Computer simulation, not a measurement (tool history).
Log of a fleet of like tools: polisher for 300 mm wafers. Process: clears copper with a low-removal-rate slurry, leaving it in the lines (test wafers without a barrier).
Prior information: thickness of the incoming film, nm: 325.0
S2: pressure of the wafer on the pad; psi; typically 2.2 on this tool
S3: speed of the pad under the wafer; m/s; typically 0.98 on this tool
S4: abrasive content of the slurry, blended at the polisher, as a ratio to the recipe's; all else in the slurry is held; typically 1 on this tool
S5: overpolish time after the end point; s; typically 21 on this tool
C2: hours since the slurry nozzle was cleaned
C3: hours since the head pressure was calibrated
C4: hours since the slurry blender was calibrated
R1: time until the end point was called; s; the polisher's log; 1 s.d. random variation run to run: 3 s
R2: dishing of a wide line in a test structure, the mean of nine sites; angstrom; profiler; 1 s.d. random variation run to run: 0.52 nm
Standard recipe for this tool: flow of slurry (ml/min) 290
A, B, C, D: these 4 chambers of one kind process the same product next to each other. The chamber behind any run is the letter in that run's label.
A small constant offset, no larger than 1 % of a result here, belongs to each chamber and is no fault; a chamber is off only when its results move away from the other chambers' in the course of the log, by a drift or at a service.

run 1C hour=2.9 | flow_of_slurry_(ml/min)=290 S2=2.2 S3=0.98 S4=1 S5=21 | wafers_polished_on_this_pad=201 C2=49.9 C3=740.3 C4=36.3 | R1=179.36 R2=211.82
run 2A hour=5.9 | flow_of_slurry_(ml/min)=290 S2=2.2 S3=0.98 S4=1 S5=21 | wafers_polished_on_this_pad=876 C2=183.3 C3=456.1 C4=221.9 | R1=175.95 R2=206.14
run 3D hour=9 | flow_of_slurry_(ml/min)=290 S2=2.2 S3=0.98 S4=1 S5=21 | wafers_polished_on_this_pad=645 C2=177.4 C3=1555.2 C4=128.3 | R1=179.01 R2=207.9
-- hour=14.7 chamber D: head pressure recalibrated
run 4B hour=14.7 | flow_of_slurry_(ml/min)=290 S2=2.2 S3=0.98 S4=1 S5=21 | wafers_polished_on_this_pad=113 C2=363.4 C3=150.3 C4=254.7 | R1=175.58 R2=211.35
run 5C hour=18.4 | flow_of_slurry_(ml/min)=290 S2=2.2 S3=0.98 S4=1 S5=21 | wafers_polished_on_this_pad=266 C2=65.4 C3=755.8 C4=51.8 | R1=181 R2=212.83
run 6A hour=23.5 | flow_of_slurry_(ml/min)=290 S2=2.2 S3=0.98 S4=1 S5=21 | wafers_polished_on_this_pad=949 C2=200.9 C3=473.7 C4=239.5 | R1=178.89 R2=211.45
run 7B hour=28.7 | flow_of_slurry_(ml/min)=290 S2=2.2 S3=0.98 S4=1 S5=21 | wafers_polished_on_this_pad=172 C2=377.4 C3=164.3 C4=268.7 | R1=180.66 R2=213.25
run 8D hour=32.9 | flow_of_slurry_(ml/min)=290 S2=2.2 S3=0.98 S4=1 S5=21 | wafers_polished_on_this_pad=745 C2=201.3 C3=18.2 C4=152.2 | R1=173.86 R2=203.63
-- hour=34 chamber A: worn pad replaced by a new one
run 9A hour=39.6 | flow_of_slurry_(ml/min)=290 S2=2.2 S3=0.98 S4=1 S5=21 | wafers_polished_on_this_pad=23 C2=217 C3=489.8 C4=255.6 | R1=179.24 R2=223.06
run 10C hour=45.7 | flow_of_slurry_(ml/min)=290 S2=2.2 S3=0.98 S4=1 S5=21 | wafers_polished_on_this_pad=380 C2=92.7 C3=783.1 C4=79.1 | R1=173.98 R2=212.54
run 11D hour=50 | flow_of_slurry_(ml/min)=290 S2=2.2 S3=0.98 S4=1 S5=21 | wafers_polished_on_this_pad=817 C2=218.4 C3=35.3 C4=169.3 | R1=174.64 R2=218.98
run 12B hour=54 | flow_of_slurry_(ml/min)=290 S2=2.2 S3=0.98 S4=1 S5=21 | wafers_polished_on_this_pad=278 C2=402.7 C3=189.6 C4=294 | R1=170.99 R2=209.68
-- hour=55.3 chamber D: worn pad replaced by a new one
run 13A hour=59.5 | flow_of_slurry_(ml/min)=290 S2=2.2 S3=0.98 S4=1 S5=21 | wafers_polished_on_this_pad=107 C2=236.9 C3=509.7 C4=275.5 | R1=177.75 R2=216.24
run 14C hour=63.5 | flow_of_slurry_(ml/min)=290 S2=2.2 S3=0.98 S4=1 S5=21 | wafers_polished_on_this_pad=455 C2=110.5 C3=800.9 C4=96.9 | R1=173.58 R2=213.3
run 15B hour=69.5 | flow_of_slurry_(ml/min)=290 S2=2.2 S3=0.98 S4=1 S5=21 | wafers_polished_on_this_pad=343 C2=418.2 C3=205.1 C4=309.5 | R1=176.34 R2=210.49
run 16D hour=75.5 | flow_of_slurry_(ml/min)=290 S2=2.2 S3=0.98 S4=1 S5=21 | wafers_polished_on_this_pad=85 C2=243.9 C3=60.8 C4=194.8 | R1=180.48 R2=208.65
run 17A hour=79.1 | flow_of_slurry_(ml/min)=290 S2=2.2 S3=0.98 S4=1 S5=21 | wafers_polished_on_this_pad=189 C2=256.5 C3=529.3 C4=295.1 | R1=180.36 R2=205.55
run 18B hour=82.5 | flow_of_slurry_(ml/min)=290 S2=2.2 S3=0.74 S4=1 S5=21 | wafers_polished_on_this_pad=398 C2=431.2 C3=218.1 C4=322.5 | R1=240.03 R2=176.87
run 19C hour=89.1 | flow_of_slurry_(ml/min)=290 S2=2.2 S3=0.74 S4=1 S5=21 | wafers_polished_on_this_pad=562 C2=136.1 C3=826.5 C4=122.5 | R1=238.12 R2=173.68
run 20D hour=92.7 | flow_of_slurry_(ml/min)=290 S2=2.2 S3=0.74 S4=1 S5=21 | wafers_polished_on_this_pad=157 C2=261.1 C3=78 C4=212 | R1=231.24 R2=178.91
-- hour=95.8 chamber C: worn pad replaced by a new one
run 21A hour=99 | flow_of_slurry_(ml/min)=290 S2=2.2 S3=0.74 S4=1 S5=21 | wafers_polished_on_this_pad=272 C2=276.4 C3=549.2 C4=315 | R1=232.37 R2=170.57
run 22C hour=103.5 | flow_of_slurry_(ml/min)=290 S2=2.2 S3=0.98 S4=1 S5=21 | wafers_polished_on_this_pad=32 C2=150.5 C3=840.9 C4=136.9 | R1=174.3 R2=210.55
run 23B hour=108.6 | flow_of_slurry_(ml/min)=290 S2=2.2 S3=0.98 S4=1 S5=21 | wafers_polished_on_this_pad=507 C2=457.3 C3=244.2 C4=348.6 | R1=178.77 R2=217.14
run 24D hour=114.5 | flow_of_slurry_(ml/min)=290 S2=2.2 S3=0.98 S4=1 S5=21 | wafers_polished_on_this_pad=248 C2=282.9 C3=99.8 C4=233.8 | R1=179.59 R2=213.19
run 25B hour=119 | flow_of_slurry_(ml/min)=290 S2=2.2 S3=0.98 S4=1 S5=21 | wafers_polished_on_this_pad=551 C2=467.7 C3=254.6 C4=359 | R1=175.34 R2=210.6
run 26D hour=124.7 | flow_of_slurry_(ml/min)=290 S2=2.2 S3=0.98 S4=1 S5=21 | wafers_polished_on_this_pad=291 C2=293.1 C3=110 C4=244 | R1=181.71 R2=216.14
run 27C hour=130.9 | flow_of_slurry_(ml/min)=290 S2=2.2 S3=0.98 S4=1 S5=21 | wafers_polished_on_this_pad=147 C2=177.9 C3=868.3 C4=164.3 | R1=172.85 R2=210.73
run 28A hour=135.5 | flow_of_slurry_(ml/min)=290 S2=2.2 S3=0.98 S4=1 S5=21 | wafers_polished_on_this_pad=425 C2=312.9 C3=585.7 C4=351.5 | R1=172.79 R2=211.64
run 29B hour=139 | flow_of_slurry_(ml/min)=290 S2=2.2 S3=0.98 S4=0.85 S5=15 | wafers_polished_on_this_pad=635 C2=487.7 C3=274.6 C4=379 | R1=184.34 R2=156.49
run 30D hour=142.1 | flow_of_slurry_(ml/min)=290 S2=2.2 S3=0.98 S4=0.85 S5=15 | wafers_polished_on_this_pad=364 C2=310.5 C3=127.4 C4=261.4 | R1=176.17 R2=164.23
run 31A hour=148 | flow_of_slurry_(ml/min)=290 S2=2.2 S3=0.98 S4=0.85 S5=15 | wafers_polished_on_this_pad=478 C2=325.4 C3=598.2 C4=364 | R1=178.56 R2=163.87
run 32C hour=154.8 | flow_of_slurry_(ml/min)=290 S2=2.2 S3=0.98 S4=0.85 S5=15 | wafers_polished_on_this_pad=247 C2=201.8 C3=892.2 C4=188.2 | R1=181.68 R2=162.86
run 33C hour=158.8 | flow_of_slurry_(ml/min)=290 S2=2.2 S3=0.98 S4=1 S5=21 | wafers_polished_on_this_pad=264 C2=205.8 C3=896.2 C4=192.2 | R1=181.68 R2=218.84
run 34B hour=165.4 | flow_of_slurry_(ml/min)=290 S2=2.2 S3=0.98 S4=1 S5=21 | wafers_polished_on_this_pad=745 C2=514.1 C3=301 C4=405.4 | R1=174.74 R2=205.44
-- hour=170.8 chamber D: slurry blender recalibrated
run 35A hour=172.1 | flow_of_slurry_(ml/min)=290 S2=2.2 S3=0.98 S4=1 S5=21 | wafers_polished_on_this_pad=579 C2=349.5 C3=622.3 C4=388.1 | R1=176.84 R2=213.02
run 36D hour=178.6 | flow_of_slurry_(ml/min)=290 S2=2.2 S3=0.98 S4=1 S5=21 | wafers_polished_on_this_pad=517 C2=347 C3=163.9 C4=7.8 | R1=172.89 R2=213.05

What goes on in this fleet: one chamber off, a drifting gauge, or nothing beyond the chambers' own small offsets? Name the chamber and the cause, if any.

No chamber stands off beyond its own small offset, and the gauge holds steady.
